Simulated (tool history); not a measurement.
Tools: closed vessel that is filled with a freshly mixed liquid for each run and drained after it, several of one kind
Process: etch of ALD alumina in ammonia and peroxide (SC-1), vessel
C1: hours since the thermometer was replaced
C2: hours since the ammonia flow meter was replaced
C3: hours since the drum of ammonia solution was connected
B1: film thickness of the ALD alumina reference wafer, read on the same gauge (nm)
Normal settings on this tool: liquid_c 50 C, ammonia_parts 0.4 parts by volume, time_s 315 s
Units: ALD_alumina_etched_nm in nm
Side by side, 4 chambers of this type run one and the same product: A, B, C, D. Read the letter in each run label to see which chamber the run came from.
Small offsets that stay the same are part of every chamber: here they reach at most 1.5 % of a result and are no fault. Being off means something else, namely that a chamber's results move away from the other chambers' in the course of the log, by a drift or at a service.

run 1A hour=6.7 | liquid_c=50 ammonia_parts=0.4 time_s=315 | C1=554.1 C2=761 C3=55 | B1=50.014 | ALD_alumina_etched_nm=15.176
run 2D hour=15.1 | liquid_c=50 ammonia_parts=0.4 time_s=315 | C1=895.9 C2=700.1 C3=229.9 | B1=49.984 | ALD_alumina_etched_nm=15.124
run 3B hour=24.2 | liquid_c=50 ammonia_parts=0.4 time_s=315 | C1=1460.8 C2=893.3 C3=327.7 | B1=49.991 | ALD_alumina_etched_nm=15.16
run 4C hour=35.3 | liquid_c=50 ammonia_parts=0.4 time_s=315 | C1=1129.1 C2=1013.5 C3=82.7 | B1=50.001 | ALD_alumina_etched_nm=15.008
run 5B hour=43.8 | liquid_c=50 ammonia_parts=0.4 time_s=315 | C1=1480.4 C2=912.9 C3=347.3 | B1=49.98 | ALD_alumina_etched_nm=15.288
run 6C hour=50.6 | liquid_c=50 ammonia_parts=0.4 time_s=315 | C1=1144.4 C2=1028.8 C3=98 | B1=50.005 | ALD_alumina_etched_nm=14.967
run 7A hour=60.1 | liquid_c=50 ammonia_parts=0.4 time_s=315 | C1=607.5 C2=814.4 C3=108.4 | B1=50.031 | ALD_alumina_etched_nm=15.238
run 8D hour=71 | liquid_c=50 ammonia_parts=0.4 time_s=315 | C1=951.8 C2=756 C3=285.8 | B1=50.019 | ALD_alumina_etched_nm=15.106
run 9A hour=79.6 | liquid_c=50 ammonia_parts=0.4 time_s=315 | C1=627 C2=833.9 C3=127.9 | B1=49.985 | ALD_alumina_etched_nm=15.357
run 10C hour=86.6 | liquid_c=50 ammonia_parts=0.4 time_s=315 | C1=1180.4 C2=1064.8 C3=134 | B1=49.978 | ALD_alumina_etched_nm=15.003
run 11D hour=92.2 | liquid_c=50 ammonia_parts=0.4 time_s=315 | C1=973 C2=777.2 C3=307 | B1=50.019 | ALD_alumina_etched_nm=15.127
run 12B hour=103.3 | liquid_c=50 ammonia_parts=0.4 time_s=315 | C1=1539.9 C2=972.4 C3=406.8 | B1=50.001 | ALD_alumina_etched_nm=15.032
run 13D hour=111.2 | liquid_c=50 ammonia_parts=0.4 time_s=315 | C1=992 C2=796.2 C3=326 | B1=49.978 | ALD_alumina_etched_nm=15.154
-- hour=112.4 chamber C: ammonia flow meter replaced
run 14A hour=119.4 | liquid_c=50 ammonia_parts=0.4 time_s=315 | C1=666.8 C2=873.7 C3=167.7 | B1=50.026 | ALD_alumina_etched_nm=15.126
run 15B hour=127.4 | liquid_c=50 ammonia_parts=0.4 time_s=315 | C1=1564 C2=996.5 C3=430.9 | B1=49.962 | ALD_alumina_etched_nm=14.952
run 16C hour=133.8 | liquid_c=50 ammonia_parts=0.4 time_s=315 | C1=1227.6 C2=21.4 C3=181.2 | B1=49.985 | ALD_alumina_etched_nm=15.073
run 17A hour=139.5 | liquid_c=50 ammonia_parts=0.4 time_s=315 | C1=686.9 C2=893.8 C3=187.8 | B1=49.994 | ALD_alumina_etched_nm=15.247
run 18C hour=150.4 | liquid_c=50 ammonia_parts=0.4 time_s=315 | C1=1244.2 C2=38 C3=197.8 | B1=49.988 | ALD_alumina_etched_nm=15.042
run 19D hour=156.9 | liquid_c=50 ammonia_parts=0.4 time_s=315 | C1=1037.7 C2=841.9 C3=371.7 | B1=50.01 | ALD_alumina_etched_nm=15.049
-- hour=162.1 chamber D: ammonia flow meter replaced
run 20B hour=162.7 | liquid_c=50 ammonia_parts=0.4 time_s=315 | C1=1599.3 C2=1031.8 C3=466.2 | B1=49.998 | ALD_alumina_etched_nm=14.918
-- hour=166 chamber A: thermometer replaced
run 21D hour=169.4 | liquid_c=50 ammonia_parts=0.4 time_s=315 | C1=1050.2 C2=7.4 C3=384.2 | B1=49.993 | ALD_alumina_etched_nm=15.151
run 22B hour=174.5 | liquid_c=50 ammonia_parts=0.4 time_s=315 | C1=1611.1 C2=1043.6 C3=478 | B1=50.024 | ALD_alumina_etched_nm=14.658
run 23A hour=185.5 | liquid_c=50 ammonia_parts=0.4 time_s=315 | C1=19.6 C2=939.8 C3=233.8 | B1=49.979 | ALD_alumina_etched_nm=15.244
run 24C hour=192 | liquid_c=46.5 ammonia_parts=0.6 time_s=315 | C1=1285.8 C2=79.6 C3=239.4 | B1=49.984 | ALD_alumina_etched_nm=12.873
run 25D hour=198.6 | liquid_c=46.5 ammonia_parts=0.6 time_s=315 | C1=1079.4 C2=36.6 C3=413.4 | B1=50.014 | ALD_alumina_etched_nm=13.055
run 26A hour=210.1 | liquid_c=46.5 ammonia_parts=0.6 time_s=315 | C1=44.2 C2=964.4 C3=258.4 | B1=49.987 | ALD_alumina_etched_nm=12.96
run 27B hour=219.9 | liquid_c=46.5 ammonia_parts=0.6 time_s=315 | C1=1656.5 C2=1089 C3=523.4 | B1=49.985 | ALD_alumina_etched_nm=12.359
-- hour=220.7 chamber C: thermometer replaced
-- hour=228.4 chamber C: new drum of ammonia solution connected
run 28C hour=229 | liquid_c=50 ammonia_parts=0.4 time_s=315 | C1=8.3 C2=116.6 C3=0.6 | B1=50.002 | ALD_alumina_etched_nm=14.902
run 29A hour=240 | liquid_c=50 ammonia_parts=0.4 time_s=315 | C1=74.1 C2=994.3 C3=288.3 | B1=49.979 | ALD_alumina_etched_nm=15.111
run 30D hour=250.9 | liquid_c=50 ammonia_parts=0.45 time_s=315 | C1=1131.7 C2=88.9 C3=465.7 | B1=50.02 | ALD_alumina_etched_nm=15.374
run 31B hour=256.2 | liquid_c=50 ammonia_parts=0.45 time_s=315 | C1=1692.8 C2=1125.3 C3=559.7 | B1=49.999 | ALD_alumina_etched_nm=14.653

Is one chamber out of step, is the gauge drifting, or do the chambers differ by no more than their own small offsets? For an off chamber, give its letter and the likeliest cause.

Little by little, chamber B moves away from the other chambers.
Most likely cause: liquid colder than its thermometer reads (K) = 1.04.

Chamber B could run next with any of the 4 candidate recipes listed below; each alters the usual settings, and their results appear as question marks. Which one brings its results back in line with what the other chambers deliver on the usual settings?
In-line tolerance around the mean of the other chambers on the usual settings: ALD_alumina_etched_nm 0.26 nm
run 32B-1 hour=264.6 | liquid_c=49.5 ammonia_parts=0.4 time_s=300 | ALD_alumina_etched_nm=?
run 32B-2 hour=264.6 | liquid_c=49.5 ammonia_parts=0.4 time_s=310 | ALD_alumina_etched_nm=?
run 32B-3 hour=264.6 | liquid_c=50 ammonia_parts=0.4 time_s=330 | ALD_alumina_etched_nm=?
run 32B-4 hour=264.6 | liquid_c=50.5 ammonia_parts=0.4 time_s=330 | ALD_alumina_etched_nm=?

Usual-settings mean across the other chambers: ALD_alumina_etched_nm 15.116 nm
run=32B-1 ALD_alumina_etched_nm=13.362
run=32B-2 ALD_alumina_etched_nm=13.807
run=32B-3 ALD_alumina_etched_nm=15.12
run=32B-4 ALD_alumina_etched_nm=15.552
With 32B-3, the chamber falls back in line with the rest.

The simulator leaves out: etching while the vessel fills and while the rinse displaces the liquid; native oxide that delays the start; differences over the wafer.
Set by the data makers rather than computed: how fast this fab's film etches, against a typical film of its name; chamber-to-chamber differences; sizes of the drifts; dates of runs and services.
